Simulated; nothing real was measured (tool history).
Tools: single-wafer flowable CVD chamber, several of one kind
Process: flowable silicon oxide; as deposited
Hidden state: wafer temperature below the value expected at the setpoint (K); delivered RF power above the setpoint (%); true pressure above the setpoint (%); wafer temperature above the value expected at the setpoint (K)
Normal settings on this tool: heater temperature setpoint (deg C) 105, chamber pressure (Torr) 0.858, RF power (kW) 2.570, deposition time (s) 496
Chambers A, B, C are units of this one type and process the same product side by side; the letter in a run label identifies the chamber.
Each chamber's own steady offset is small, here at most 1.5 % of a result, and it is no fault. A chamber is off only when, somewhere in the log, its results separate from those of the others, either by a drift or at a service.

| run | day | heater temperature setpoint (deg C) | chamber pressure (Torr) | RF power (kW) | deposition time (s) | hours since the last thermocouple change | hours since the last RF generator calibration | hours since the last manometer calibration | read-back reference wafer on the same gauge, thickness_nm | mean film thickness on the monitor wafer (angstrom) |
|---|---|---|---|---|---|---|---|---|---|---|
|  | 0.025 | chamber C: capacitance manometer re-zeroed and calibrated |
| 1B | 0.225 | 105 | 0.858 | 2.570 | 496 | 1673.9 | 446.0 | 55.0 | 238.08 | 2889.4 |
| 2C | 0.500 | 105 | 0.858 | 2.570 | 496 | 915.0 | 784.3 | 11.4 | 238.07 | 2944.3 |
| 3A | 0.833 | 105 | 0.858 | 2.570 | 496 | 942.8 | 1485.2 | 237.5 | 237.82 | 2903.5 |
| 4B | 1.167 | 105 | 0.858 | 2.570 | 496 | 1696.5 | 468.6 | 77.6 | 238.07 | 2887.3 |
| 5C | 1.512 | 105 | 0.858 | 2.570 | 496 | 939.3 | 808.6 | 35.7 | 237.96 | 2933.2 |
| 6A | 1.708 | 105 | 0.858 | 2.570 | 496 | 963.8 | 1506.2 | 258.5 | 238.04 | 2906.6 |
| 7C | 1.888 | 105 | 0.858 | 2.570 | 496 | 948.3 | 817.6 | 44.7 | 238.12 | 2940.3 |
| 8A | 2.054 | 105 | 0.858 | 2.570 | 496 | 972.1 | 1514.5 | 266.8 | 237.98 | 2906.2 |
| 9B | 2.325 | 105 | 0.858 | 2.570 | 496 | 1724.3 | 496.4 | 105.4 | 238.09 | 2884.7 |
| 10A | 2.662 | 105 | 0.858 | 2.570 | 496 | 986.7 | 1529.1 | 281.4 | 238.11 | 2902.0 |
| 11B | 2.983 | 105 | 0.858 | 2.570 | 496 | 1740.1 | 512.2 | 121.2 | 237.82 | 2897.6 |
| 12C | 3.321 | 105 | 0.858 | 2.570 | 496 | 982.7 | 852.0 | 79.1 | 238.16 | 2946.7 |
| 13C | 3.633 | 105 | 0.858 | 2.570 | 496 | 990.2 | 859.5 | 86.6 | 237.99 | 2931.6 |
| 14B | 3.842 | 105 | 0.858 | 2.570 | 496 | 1760.7 | 532.8 | 141.8 | 237.95 | 2899.3 |
| 15A | 4.117 | 105 | 0.858 | 2.570 | 496 | 1021.6 | 1564.0 | 316.3 | 237.91 | 2899.2 |
| 16A | 4.433 | 105 | 0.858 | 2.570 | 496 | 1029.2 | 1571.6 | 323.9 | 237.80 | 2909.3 |
| 17C | 4.771 | 105 | 0.858 | 2.570 | 496 | 1017.5 | 886.8 | 113.9 | 238.09 | 2923.8 |
| 18B | 5.125 | 105 | 0.858 | 2.570 | 496 | 1791.5 | 563.6 | 172.6 | 237.93 | 2915.6 |
| 19A | 5.438 | 105 | 0.858 | 2.570 | 496 | 1053.3 | 1595.7 | 348.0 | 238.03 | 2895.0 |
| 20B | 5.717 | 105 | 0.858 | 2.570 | 496 | 1805.7 | 577.8 | 186.8 | 238.10 | 2933.9 |
| 21C | 6.004 | 105 | 0.858 | 2.570 | 496 | 1047.1 | 916.4 | 143.5 | 238.10 | 2950.6 |
| 22A | 6.183 | 105 | 0.858 | 2.570 | 496 | 1071.2 | 1613.6 | 365.9 | 237.76 | 2896.6 |
| 23B | 6.425 | 105 | 0.858 | 2.570 | 496 | 1822.7 | 594.8 | 203.8 | 237.92 | 2917.2 |
| 24C | 6.683 | 105 | 0.858 | 2.570 | 496 | 1063.4 | 932.7 | 159.8 | 237.85 | 2935.5 |
| 25B | 6.921 | 105 | 0.858 | 2.570 | 496 | 1834.6 | 606.7 | 215.7 | 237.96 | 2940.2 |
| 26A | 7.158 | 105 | 0.858 | 2.570 | 496 | 1094.6 | 1637.0 | 389.3 | 237.94 | 2902.2 |
| 27C | 7.371 | 105 | 0.858 | 2.570 | 496 | 1079.9 | 949.2 | 176.3 | 237.96 | 2931.6 |
| 28C | 7.712 | 105 | 0.858 | 2.570 | 496 | 1088.1 | 957.4 | 184.5 | 238.17 | 2949.9 |
| 29B | 7.900 | 105 | 0.858 | 2.570 | 496 | 1858.1 | 630.2 | 239.2 | 237.75 | 2936.5 |
| 30A | 8.158 | 105 | 0.858 | 2.570 | 496 | 1118.6 | 1661.0 | 413.3 | 238.19 | 2905.0 |
| 31B | 8.375 | 105 | 0.858 | 2.570 | 496 | 1869.5 | 641.6 | 250.6 | 238.10 | 2943.1 |
| 32A | 8.692 | 105 | 0.858 | 2.570 | 496 | 1131.4 | 1673.8 | 426.1 | 238.13 | 2901.2 |
| 33C | 9.046 | 105 | 0.858 | 2.570 | 496 | 1120.1 | 989.4 | 216.5 | 238.11 | 2941.3 |
| 34C | 9.204 | 105 | 0.858 | 2.570 | 496 | 1123.9 | 993.2 | 220.3 | 238.02 | 2925.8 |
| 35A | 9.367 | 105 | 0.858 | 2.570 | 496 | 1147.6 | 1690.0 | 442.3 | 238.00 | 2909.4 |
| 36B | 9.717 | 96 | 0.858 | 2.300 | 496 | 1901.7 | 673.8 | 282.8 | 237.89 | 3936.6 |
| 37A | 9.992 | 96 | 0.858 | 2.300 | 496 | 1162.6 | 1705.0 | 457.3 | 238.12 | 3847.1 |
| 38B | 10.312 | 96 | 0.858 | 2.300 | 496 | 1916.0 | 688.1 | 297.1 | 237.96 | 3953.8 |
| 39C | 10.517 | 105 | 0.858 | 2.570 | 496 | 1155.4 | 1024.7 | 251.8 | 237.77 | 2945.5 |
| 40A | 10.792 | 105 | 0.858 | 2.570 | 496 | 1181.8 | 1724.2 | 476.5 | 237.98 | 2904.9 |
| 41C | 10.971 | 105 | 0.858 | 2.570 | 496 | 1166.3 | 1035.6 | 262.7 | 237.92 | 2939.5 |
| 42B | 11.238 | 105 | 0.858 | 2.570 | 496 | 1938.2 | 710.3 | 319.3 | 237.91 | 2980.6 |
| 43C | 11.596 | 105 | 0.858 | 2.570 | 496 | 1181.3 | 1050.6 | 277.7 | 238.08 | 2932.5 |
| 44A | 11.817 | 105 | 0.858 | 2.570 | 496 | 1206.4 | 1748.8 | 501.1 | 237.99 | 2906.5 |

Each of the 3 chambers runs these same settings next. Fill in every chamber's results:
| 45A | 12.079 | 105 | 0.858 | 2.570 | 431 |  |  |  |  | ? |
| 45B | 12.079 | 105 | 0.858 | 2.570 | 431 |  |  |  |  | ? |
| 45C | 12.079 | 105 | 0.858 | 2.570 | 431 |  |  |  |  | ? |

| run | mean film thickness on the monitor wafer (angstrom) |
|---|---|
| 45A | 2523.6 |
| 45B | 2594.5 |
| 45C | 2549.5 |
